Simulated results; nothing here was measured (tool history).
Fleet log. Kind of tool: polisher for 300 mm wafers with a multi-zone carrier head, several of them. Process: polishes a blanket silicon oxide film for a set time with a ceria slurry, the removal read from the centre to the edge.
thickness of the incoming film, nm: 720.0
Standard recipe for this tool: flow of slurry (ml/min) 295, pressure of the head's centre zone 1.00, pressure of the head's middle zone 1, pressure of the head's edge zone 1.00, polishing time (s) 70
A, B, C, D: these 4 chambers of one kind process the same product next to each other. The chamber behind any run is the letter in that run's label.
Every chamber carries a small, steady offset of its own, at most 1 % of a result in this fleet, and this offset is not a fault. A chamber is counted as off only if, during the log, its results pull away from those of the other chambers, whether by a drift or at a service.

run	hour	flow of slurry (ml/min)	pressure of the head's centre zone	pressure of the head's middle zone	pressure of the head's edge zone	polishing time (s)	wafers polished on this pad	hours since the slurry nozzle was cleaned	hours since the centre zone pressure was calibrated	hours since the edge zone pressure was calibrated	film removed at the wafer's centre (nm)	film removed at mid-radius (nm)	film removed at the wafer's edge (nm)
1C	2.9	295	1.00	1	1.00	70	539	503.2	1188.1	182.2	164.29	168.34	171.95
# hour 6.4: chamber D: worn pad replaced by a new one
2B	7.6	295	1.00	1	1.00	70	339	161.5	104.8	573.7	168.54	172.82	167.68
3D	12.8	295	1.00	1	1.00	70	43	323.4	149.0	661.1	167.25	172.94	172.77
4A	15.4	295	1.00	1	1.00	70	1174	637.8	102.4	248.2	168.59	169.06	170.38
5A	20.2	295	1.00	1	1.00	70	1207	642.6	107.2	253.0	172.83	168.26	167.58
6C	25.2	295	1.00	1	1.00	70	688	525.5	1210.4	204.5	165.75	169.46	169.90
7B	28.1	295	1.04	1	1.00	70	476	182.0	125.3	594.2	177.06	169.54	170.25
# hour 28.9: chamber A: worn pad replaced by a new one
8D	30.9	295	1.04	1	1.00	70	164	341.5	167.1	679.2	177.69	168.93	168.39
9B	34.4	295	1.04	1	1.00	70	518	188.3	131.6	600.5	177.64	169.58	171.60
10A	36.7	295	1.04	1	1.00	70	52	659.1	123.7	269.5	178.14	169.67	166.11
# hour 37.8: chamber C: centre zone pressure recalibrated
11C	40.1	295	1.00	1	1.00	70	787	540.4	2.4	219.4	189.30	171.96	167.94
12D	43.9	295	1.00	1	1.00	70	250	354.5	180.1	692.2	166.52	167.01	168.23
13B	46.7	295	1.00	1	1.00	70	600	200.6	143.9	612.8	171.54	171.53	168.21
14D	51.9	295	1.00	1	1.00	70	304	362.5	188.1	700.2	169.05	165.66	167.20
15C	55.4	295	1.00	1	1.00	70	889	555.7	17.7	234.7	193.01	169.24	167.30
16A	57.7	295	1.00	1	1.00	70	192	680.1	144.7	290.5	171.95	168.95	173.19
17A	60.3	295	1.00	1	1.00	70	210	682.7	147.3	293.1	173.88	170.60	170.19
18D	64.4	295	1.00	1	1.00	70	387	375.0	200.6	712.7	171.03	170.60	167.96
19B	67.5	295	1.00	1	1.00	70	739	221.4	164.7	633.6	172.85	169.67	167.88
20C	71.9	295	1.00	1	1.00	70	1000	572.2	34.2	251.2	186.91	170.38	164.45
21D	76.2	295	1.00	1	1.00	70	466	386.8	212.4	724.5	167.20	167.17	167.79
22A	80.3	295	1.00	1	1.00	70	343	702.7	167.3	313.1	167.45	169.63	170.30
23C	82.7	295	1.00	1	1.00	70	1072	583.0	45.0	262.0	191.02	170.37	166.79
24B	87.6	295	1.00	1	1.00	70	874	241.5	184.8	653.7	170.38	172.58	168.87
25A	91.4	295	1.00	1	1.00	70	418	713.8	178.4	324.2	170.84	165.47	171.30
26C	94.5	295	1.00	1	1.00	70	1151	594.8	56.8	273.8	187.22	164.41	168.53
# hour 97.4: chamber D: worn pad replaced by a new one
# hour 97.4: chamber D: slurry nozzle cleaned
# hour 97.7: chamber B: worn pad replaced by a new one
27B	98.5	295	1.00	1	1.00	70	5	252.4	195.7	664.6	170.29	168.74	172.27
28D	101.6	295	1.00	1	1.00	70	28	4.3	237.8	749.9	168.67	167.84	169.66
29A	104.2	295	1.00	1	1.11	87	503	726.6	191.2	337.0	213.92	213.25	223.01
30C	107.8	295	1.00	1	1.11	87	1240	608.1	70.1	287.1	233.66	207.84	217.50
31D	110.3	295	1.00	1	1.11	87	86	13.0	246.5	758.6	210.61	208.24	219.16

What goes on in this fleet: one chamber off, a drifting gauge, or nothing beyond the chambers' own small offsets? Name the chamber and the cause, if any.

After it was serviced, chamber C no longer matches the other chambers.
What lies behind it: centre zone's pressure above its setpoint, % = 11.7.

Chamber C could run next with any of the 4 candidate recipes listed below; each alters the usual settings, and their results appear as question marks. Which one brings its results back in line with what the other chambers deliver on the usual settings?
Allowed miss from the other chambers' usual-settings mean, per result, to count as in line: film removed at the wafer's centre (nm) 7.30; film removed at mid-radius (nm) 7.10; film removed at the wafer's edge (nm) 7.60
32C-1	114.1	300	1.09	0.98	0.97	70					?	?	?
32C-2	114.1	290	0.91	1.02	1.03	70					?	?	?
32C-3	114.1	285	0.85	1.03	1.05	70					?	?	?
32C-4	114.1	310	1.17	0.97	0.94	71					?	?	?

The mean the other chambers reach with the usual settings: film removed at the wafer's centre (nm) 169.49; film removed at mid-radius (nm) 169.21; film removed at the wafer's edge (nm) 169.35
run	film removed at the wafer's centre (nm)	film removed at mid-radius (nm)	film removed at the wafer's edge (nm)
32C-1	207.03	165.40	165.75
32C-2	169.26	171.18	170.55
32C-3	156.60	172.47	172.05
32C-4	227.57	166.67	165.85
32C-2 is the one that brings the chamber's results back in line with the other chambers.

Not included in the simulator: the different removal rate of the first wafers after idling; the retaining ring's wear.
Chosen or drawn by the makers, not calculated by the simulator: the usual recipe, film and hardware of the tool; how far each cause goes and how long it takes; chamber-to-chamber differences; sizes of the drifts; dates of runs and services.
